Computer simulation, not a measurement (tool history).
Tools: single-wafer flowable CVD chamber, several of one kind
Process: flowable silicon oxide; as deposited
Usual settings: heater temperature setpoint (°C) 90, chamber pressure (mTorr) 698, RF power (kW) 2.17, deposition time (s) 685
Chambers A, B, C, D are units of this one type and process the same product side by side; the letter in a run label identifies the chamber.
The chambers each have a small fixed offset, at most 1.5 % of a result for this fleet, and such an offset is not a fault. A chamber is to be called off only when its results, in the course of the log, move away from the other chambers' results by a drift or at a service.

run,hour,heater temperature setpoint (°C),chamber pressure (mTorr),RF power (kW),deposition time (s),"read-back reference wafer on the same gauge, thickness_nm",mean film thickness on the monitor wafer (angstrom)
1A,8.5,90,698,2.17,685,570.05,4983.8
# hour 15.6: chamber D: RF generator calibrated
2D,16.5,90,698,2.17,685,569.67,4908.7
3B,26.5,90,698,2.17,685,569.65,4911.8
4C,33.3,90,698,2.17,685,569.7,4955.7
5D,40.2,90,698,2.17,685,569.68,4883.9
6B,51.4,90,564,2.17,798,569.94,4263.1
7C,57.1,90,564,2.17,798,569.74,4321.2
8A,69.7,90,564,2.17,798,570.14,4287.4
9B,81.1,90,564,2.17,798,569.89,4235.1
10A,86.8,90,698,2.17,685,569.86,4979.5
11C,93.2,90,698,2.17,685,570.2,4993.5
12D,103.3,90,698,2.17,685,569.82,4866.8
13D,114.3,90,698,2.17,685,570.29,4873.7
14B,121.9,90,698,2.17,685,569.61,4923.4
15A,129.5,90,698,2.17,685,570,4968
16C,136.5,90,698,2.17,685,569.91,4956.8
17C,147.6,90,698,2.17,685,570.01,4927.9
18A,159.7,90,698,2.17,685,569.5,4965.1
19D,167.3,90,698,2.17,685,570.07,4879.6
20B,177.6,90,698,2.17,685,570.03,4934.7
21C,184.6,90,698,2.17,685,569.98,4978.5
22B,196.4,90,698,2.17,685,570.25,4929.6
# hour 201.6: chamber D: capacitance manometer re-zeroed and calibrated
23A,202.9,90,698,2.17,685,570.01,4979.1
24D,208.5,90,698,2.17,685,569.95,4784
25B,215.5,90,698,2.17,685,569.72,4919.1
# hour 216: chamber A: RF generator calibrated
26D,223,90,698,2.17,685,570.26,4777.9
27A,231.1,90,698,2.17,685,570.22,4961.7
28C,239.3,90,698,2.17,685,570.15,4958.6
29C,247.6,90,698,2.17,685,570.61,4966
30D,259.2,90,698,2.17,685,570.33,4772.3
31A,271.3,90,698,2.17,685,569.63,4944.1
32B,283.4,90,698,2.17,685,569.88,4922.2
33B,294.6,90,698,2.17,685,570.13,4921.7
34A,306.5,90,698,2.17,685,569.98,4991.6
35C,314.2,90,698,2.17,685,570.05,4954.4
36D,326.8,90,698,2.17,685,570.18,4782.3
37A,337.6,90,698,2.17,685,570.44,4990.6
38D,345.7,90,698,2.17,685,570.26,4795.2
39B,352.7,90,698,2.17,685,569.86,4917

The same settings go to every chamber for the next run, one line per chamber below. Forecast the results for each:
40A,361.9,90,698,2.17,685,,?
40B,361.9,90,698,2.17,685,,?
40C,361.9,90,698,2.17,685,,?
40D,361.9,90,698,2.17,685,,?

run,mean film thickness on the monitor wafer (angstrom)
40A,4952.3
40B,4925.7
40C,4968.6
40D,4802.9
